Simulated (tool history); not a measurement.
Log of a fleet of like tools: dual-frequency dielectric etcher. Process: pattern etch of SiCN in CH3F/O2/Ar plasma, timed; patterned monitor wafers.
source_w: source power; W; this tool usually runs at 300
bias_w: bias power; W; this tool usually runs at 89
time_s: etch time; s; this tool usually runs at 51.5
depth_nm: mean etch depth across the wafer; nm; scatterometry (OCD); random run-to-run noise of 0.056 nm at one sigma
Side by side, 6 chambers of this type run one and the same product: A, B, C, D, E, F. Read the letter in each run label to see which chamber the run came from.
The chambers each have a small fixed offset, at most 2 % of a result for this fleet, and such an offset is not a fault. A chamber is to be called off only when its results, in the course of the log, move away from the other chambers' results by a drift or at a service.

run	hour	source_w	bias_w	time_s	hours since the last wet clean	hours since the last source power generator calibration	hours since the last bias power generator calibration	read-back reference wafer on the same gauge, depth_nm	depth_nm
1A	7.9	300	89	51.5	327.4	3073.6	927.6	20.696	18.713
2F	14.3	300	89	51.5	220.9	2982.4	720.2	20.702	18.397
3D	22.5	300	89	51.5	506.2	1117.1	1388.7	20.69	18.647
4C	27.1	300	89	51.5	144.3	37.2	96.4	20.697	18.881
5B	36.5	300	89	51.5	361.6	1132.6	2546.4	20.693	18.425
6E	43.7	300	89	51.5	401.4	1045	543.2	20.7	18.872
7A	50.3	340	89	51.5	369.8	3116	970	20.709	19.672
8F	56.4	340	89	51.5	263	3024.5	762.3	20.697	19.393
# hour 57.5: chamber D: wet clean of the chamber
9E	61	340	89	51.5	418.7	1062.3	560.5	20.7	19.683
10C	65.9	340	89	51.5	183.1	76	135.2	20.704	19.72
11B	71.7	340	89	51.5	396.8	1167.8	2581.6	20.718	19.334
12D	76.8	340	89	51.5	19.3	1171.4	1443	20.724	19.521
13C	83.9	250	89	44	201.1	94	153.2	20.705	14.999
14E	91.7	250	89	44	449.4	1093	591.2	20.687	15.037
15A	98.4	250	89	44	417.9	3164.1	1018.1	20.693	14.98
16F	103.3	250	89	44	309.9	3071.4	809.2	20.676	14.693
17D	111.8	250	89	44	54.3	1206.4	1478	20.702	15.035
18B	119	250	89	44	444.1	1215.1	2628.9	20.684	14.732
19E	124.3	300	89	51.5	482	1125.6	623.8	20.702	18.793
20C	133.9	300	89	51.5	251.1	144	203.2	20.7	18.827
21B	141.8	300	89	51.5	466.9	1237.9	2651.7	20.689	18.358
# hour 148.7: chamber A: wet clean of the chamber
22A	149.3	300	89	51.5	0.6	3215	1069	20.694	18.838
23F	156.2	300	89	51.5	362.8	3124.3	862.1	20.693	18.401
24D	164.8	300	89	51.5	107.3	1259.4	1531	20.691	18.615
25C	171.2	300	89	51.5	288.4	181.3	240.5	20.68	18.842
# hour 173.7: chamber A: source power generator calibrated
26D	178.1	300	89	51.5	120.6	1272.7	1544.3	20.695	18.67
27F	186.2	370	89	60	392.8	3154.3	892.1	20.708	23.175
28B	192.5	370	89	60	517.6	1288.6	2702.4	20.698	23.143
29E	199.2	370	89	60	556.9	1200.5	698.7	20.707	23.669
# hour 206.3: chamber E: wet clean of the chamber
30A	207.7	370	89	60	59	34.1	1127.4	20.687	23.591
31E	212.1	370	89	60	5.8	1213.4	711.6	20.684	23.762
32F	216.5	370	89	60	423.1	3184.6	922.4	20.716	23.263
33D	225	300	89	51.5	167.5	1319.6	1591.2	20.71	18.608
34C	233.7	300	89	51.5	350.9	243.8	303	20.684	18.733
35A	241.5	260	89	51.5	92.8	67.9	1161.2	20.698	17.879
36B	248.5	260	89	51.5	573.6	1344.6	2758.4	20.708	17.454
37B	257.6	260	89	51.5	582.7	1353.7	2767.5	20.696	17.45
38E	265.5	260	89	51.5	59.2	1266.8	765	20.718	18.016
39C	272.9	260	89	51.5	390.1	283	342.2	20.705	17.858
40D	280.4	260	89	51.5	222.9	1375	1646.6	20.69	17.791
41A	288.9	300	106	51.5	140.2	115.3	1208.6	20.699	19.856
# hour 292.7: chamber F: wet clean of the chamber
42F	295	300	106	51.5	2.4	3263.1	1000.9	20.706	19.671

All 6 chambers run these settings next. Forecast each chamber's results:
43A	302	300	89	51.5					?
43B	302	300	89	51.5					?
43C	302	300	89	51.5					?
43D	302	300	89	51.5					?
43E	302	300	89	51.5					?
43F	302	300	89	51.5					?

run	depth_nm
43A	18.747
43B	18.342
43C	18.803
43D	18.673
43E	18.776
43F	18.378

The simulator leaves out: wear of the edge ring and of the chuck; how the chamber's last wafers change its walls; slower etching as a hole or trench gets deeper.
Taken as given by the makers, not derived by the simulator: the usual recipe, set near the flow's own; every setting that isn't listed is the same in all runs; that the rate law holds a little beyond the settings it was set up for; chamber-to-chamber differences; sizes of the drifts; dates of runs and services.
